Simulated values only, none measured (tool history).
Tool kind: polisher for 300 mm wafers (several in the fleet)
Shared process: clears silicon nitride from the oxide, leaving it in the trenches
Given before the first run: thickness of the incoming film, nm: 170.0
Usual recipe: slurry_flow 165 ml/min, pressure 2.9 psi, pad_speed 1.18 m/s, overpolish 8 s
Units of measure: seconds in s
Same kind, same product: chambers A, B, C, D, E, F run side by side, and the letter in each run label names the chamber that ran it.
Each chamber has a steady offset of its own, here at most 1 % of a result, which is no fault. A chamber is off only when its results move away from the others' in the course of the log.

| run | hour | slurry_flow | pressure | pad_speed | overpolish | wafers polished on this pad | hours since the slurry nozzle was cleaned | hours since the head pressure was calibrated | seconds |
|---|---|---|---|---|---|---|---|---|---|
|  | 5.2 | chamber F: worn pad replaced by a new one |
| 1D | 9.5 | 165 | 2.9 | 1.18 | 8 | 248 | 167.4 | 478.7 | 142.69 |
| 2B | 15.5 | 165 | 2.9 | 1.18 | 8 | 449 | 300.2 | 315.4 | 145.24 |
| 3F | 24.6 | 165 | 2.9 | 1.18 | 8 | 154 | 311.9 | 785.3 | 147.67 |
| 4E | 30.5 | 165 | 2.9 | 1.18 | 8 | 331 | 157.3 | 698.2 | 146.56 |
| 5A | 40.1 | 165 | 2.9 | 1.18 | 8 | 505 | 96.9 | 294.8 | 141.14 |
|  | 47.9 | chamber D: head pressure recalibrated |
| 6C | 48.4 | 165 | 2.9 | 1.18 | 8 | 394 | 147.4 | 531.1 | 139.92 |
| 7E | 57.4 | 165 | 2.9 | 1.18 | 8 | 544 | 184.2 | 725.1 | 148.13 |
|  | 64.4 | chamber D: worn pad replaced by a new one |
| 8F | 65.8 | 165 | 2.9 | 1.18 | 8 | 481 | 353.1 | 826.5 | 147.65 |
|  | 67.5 | chamber A: worn pad replaced by a new one |
| 9C | 72.2 | 165 | 2.9 | 1.18 | 8 | 583 | 171.2 | 554.9 | 147.68 |
|  | 74.6 | chamber E: worn pad replaced by a new one |
| 10A | 77.7 | 165 | 2.9 | 1.18 | 8 | 81 | 134.5 | 332.4 | 141.41 |
| 11D | 86.4 | 165 | 2.9 | 1.18 | 8 | 175 | 244.3 | 38.5 | 144.44 |
| 12B | 93.8 | 165 | 2.9 | 1.18 | 8 | 1070 | 378.5 | 393.7 | 143.39 |
| 13E | 102.2 | 165 | 2.9 | 1.18 | 8 | 219 | 229.0 | 769.9 | 144.07 |
| 14B | 113.9 | 165 | 2.9 | 1.18 | 8 | 1229 | 398.6 | 413.8 | 138.95 |
|  | 119.8 | chamber C: worn pad replaced by a new one |
| 15C | 121.9 | 220 | 2.9 | 1.18 | 8 | 16 | 220.9 | 604.6 | 137.83 |
|  | 124.1 | chamber F: worn pad replaced by a new one |
| 16F | 128.9 | 220 | 2.9 | 1.18 | 8 | 38 | 416.2 | 889.6 | 135.03 |
| 17A | 137.7 | 220 | 2.9 | 1.18 | 8 | 556 | 194.5 | 392.4 | 138.68 |
| 18D | 144.3 | 220 | 2.9 | 1.18 | 8 | 634 | 302.2 | 96.4 | 138.95 |
|  | 146.7 | chamber A: worn pad replaced by a new one |
| 19D | 150.3 | 220 | 2.9 | 1.18 | 8 | 682 | 308.2 | 102.4 | 140.00 |
|  | 154.6 | chamber A: head pressure recalibrated |
|  | 158.8 | chamber C: slurry nozzle cleaned |
| 20A | 160.3 | 220 | 2.9 | 1.18 | 8 | 108 | 217.1 | 5.7 | 135.73 |
|  | 161.8 | chamber D: worn pad replaced by a new one |
|  | 162.2 | chamber E: worn pad replaced by a new one |
| 21F | 172.4 | 165 | 2.9 | 1.18 | 8 | 383 | 459.7 | 933.1 | 143.88 |
| 22E | 184.3 | 165 | 2.9 | 1.18 | 8 | 175 | 311.1 | 852.0 | 139.35 |
| 23B | 190.1 | 165 | 2.9 | 1.18 | 8 | 1833 | 474.8 | 490.0 | 151.23 |
|  | 197.0 | chamber F: head pressure recalibrated |
| 24C | 201.8 | 165 | 2.9 | 1.18 | 8 | 650 | 43.1 | 684.5 | 137.86 |
| 25E | 211.8 | 165 | 2.9 | 1.18 | 8 | 393 | 338.6 | 879.5 | 142.43 |
| 26B | 218.3 | 165 | 2.9 | 1.18 | 8 | 2057 | 503.0 | 518.2 | 152.67 |
|  | 222.7 | chamber C: worn pad replaced by a new one |
| 27D | 224.0 | 165 | 2.9 | 1.18 | 8 | 493 | 381.9 | 176.1 | 142.64 |
|  | 230.7 | chamber A: worn pad replaced by a new one |
| 28A | 234.1 | 165 | 2.9 | 1.18 | 8 | 27 | 290.9 | 79.5 | 142.99 |
|  | 234.6 | chamber F: worn pad replaced by a new one |
| 29F | 240.7 | 165 | 2.9 | 1.18 | 8 | 49 | 528.0 | 43.8 | 142.99 |
|  | 244.9 | chamber E: worn pad replaced by a new one |
| 30C | 248.9 | 165 | 2.9 | 1.18 | 8 | 207 | 90.2 | 731.6 | 143.10 |
|  | 257.3 | chamber D: worn pad replaced by a new one |
| 31F | 260.9 | 165 | 2.9 | 0.96 | 11 | 209 | 548.2 | 64.0 | 179.12 |
| 32D | 267.7 | 165 | 2.9 | 0.96 | 11 | 83 | 425.6 | 219.8 | 172.28 |
| 33B | 275.5 | 165 | 2.9 | 0.96 | 11 | 2511 | 560.2 | 575.4 | 196.29 |
| 34A | 286.1 | 165 | 2.9 | 0.96 | 11 | 439 | 342.9 | 131.5 | 170.91 |
| 35C | 291.5 | 165 | 2.9 | 0.96 | 11 | 545 | 132.8 | 774.2 | 171.83 |
| 36E | 299.1 | 165 | 2.9 | 0.96 | 11 | 430 | 425.9 | 966.8 | 177.90 |

All 6 chambers run these settings next. Forecast each chamber's results:
| 37A | 307.8 | 165 | 2.9 | 1.18 | 8 |  |  |  | ? |
| 37B | 307.8 | 165 | 2.9 | 1.18 | 8 |  |  |  | ? |
| 37C | 307.8 | 165 | 2.9 | 1.18 | 8 |  |  |  | ? |
| 37D | 307.8 | 165 | 2.9 | 1.18 | 8 |  |  |  | ? |
| 37E | 307.8 | 165 | 2.9 | 1.18 | 8 |  |  |  | ? |
| 37F | 307.8 | 165 | 2.9 | 1.18 | 8 |  |  |  | ? |

| run | seconds |
|---|---|
| 37A | 141.96 |
| 37B | 160.83 |
| 37C | 143.27 |
| 37D | 143.15 |
| 37E | 143.67 |
| 37F | 144.74 |
